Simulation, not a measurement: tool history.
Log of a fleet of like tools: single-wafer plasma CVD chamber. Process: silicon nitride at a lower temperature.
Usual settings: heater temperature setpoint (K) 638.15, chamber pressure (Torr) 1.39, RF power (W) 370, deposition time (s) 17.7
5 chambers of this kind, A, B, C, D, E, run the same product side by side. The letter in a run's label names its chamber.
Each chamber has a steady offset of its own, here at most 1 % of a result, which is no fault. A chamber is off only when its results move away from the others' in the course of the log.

run,hour,heater temperature setpoint (K),chamber pressure (Torr),RF power (W),deposition time (s),"read-back reference wafer on the same gauge, thickness_nm",mean film thickness on the monitor wafer (angstrom)
1B,7.4,638.15,1.39,370,17.7,26.713,229.52
2E,12.5,638.15,1.39,370,17.7,26.708,228.87
# hour 16.3: chamber D: thermocouple changed; heater temperature recalibrated
3D,17.6,638.15,1.39,370,17.7,26.693,230.1
# hour 18.6: chamber C: RF generator calibrated
4A,23.5,638.15,1.39,370,17.7,26.684,229.49
5C,32,638.15,1.39,370,17.7,26.677,229.19
6D,41.9,638.15,1.39,370,17.7,26.687,228.71
7B,48.1,629.15,1.39,370,17.7,26.723,230.4
8A,56.3,629.15,1.39,370,17.7,26.676,229.1
9E,64,629.15,1.39,370,17.7,26.678,228.91
10C,71.1,629.15,1.39,370,17.7,26.701,228.57
11E,77,629.15,1.39,370,17.7,26.7,228.55
12B,83.1,638.15,1.39,370,17.7,26.717,230.79
13A,90.2,638.15,1.39,370,17.7,26.714,229.33
14D,95.7,638.15,1.39,370,17.7,26.711,229.63
15C,104.8,638.15,1.39,370,17.7,26.732,227.65
16D,112.5,638.15,1.39,370,17.7,26.673,228.62
17A,120.3,638.15,1.39,370,17.7,26.698,230.29
18C,125.8,638.15,1.39,370,17.7,26.684,227.65
19E,132.4,638.15,1.39,435,14.5,26.693,206.22
20B,137.1,638.15,1.39,435,14.5,26.686,208.07
21B,142.3,638.15,1.39,435,14.5,26.691,207.86
22C,149.4,638.15,1.39,435,14.5,26.725,204.37
23A,157.1,638.15,1.39,435,14.5,26.701,207.74
24E,163.4,638.15,1.39,370,20.8,26.676,270.08
25D,172.2,638.15,1.39,370,20.8,26.713,265.61
26E,177.5,638.15,1.39,370,20.8,26.685,269.94
27D,186.4,638.15,1.39,370,20.8,26.705,262.66
28B,192.7,638.15,1.39,370,20.8,26.701,269.63
29A,198.4,638.15,1.39,370,17.7,26.703,230.86
30C,205.3,644.15,1.39,400,17.7,26.697,237.6
31E,212.5,644.15,1.39,400,17.7,26.696,239.01
32D,222,644.15,1.39,400,17.7,26.682,233.67
33C,227.1,644.15,1.39,400,17.7,26.69,236.96

All 5 chambers run these settings next. Forecast each chamber's results:
34A,234.7,638.15,1.39,370,17.7,,?
34B,234.7,638.15,1.39,370,17.7,,?
34C,234.7,638.15,1.39,370,17.7,,?
34D,234.7,638.15,1.39,370,17.7,,?
34E,234.7,638.15,1.39,370,17.7,,?

run,mean film thickness on the monitor wafer (angstrom)
34A,229.35
34B,229.1
34C,225.55
34D,221.73
34E,228.67

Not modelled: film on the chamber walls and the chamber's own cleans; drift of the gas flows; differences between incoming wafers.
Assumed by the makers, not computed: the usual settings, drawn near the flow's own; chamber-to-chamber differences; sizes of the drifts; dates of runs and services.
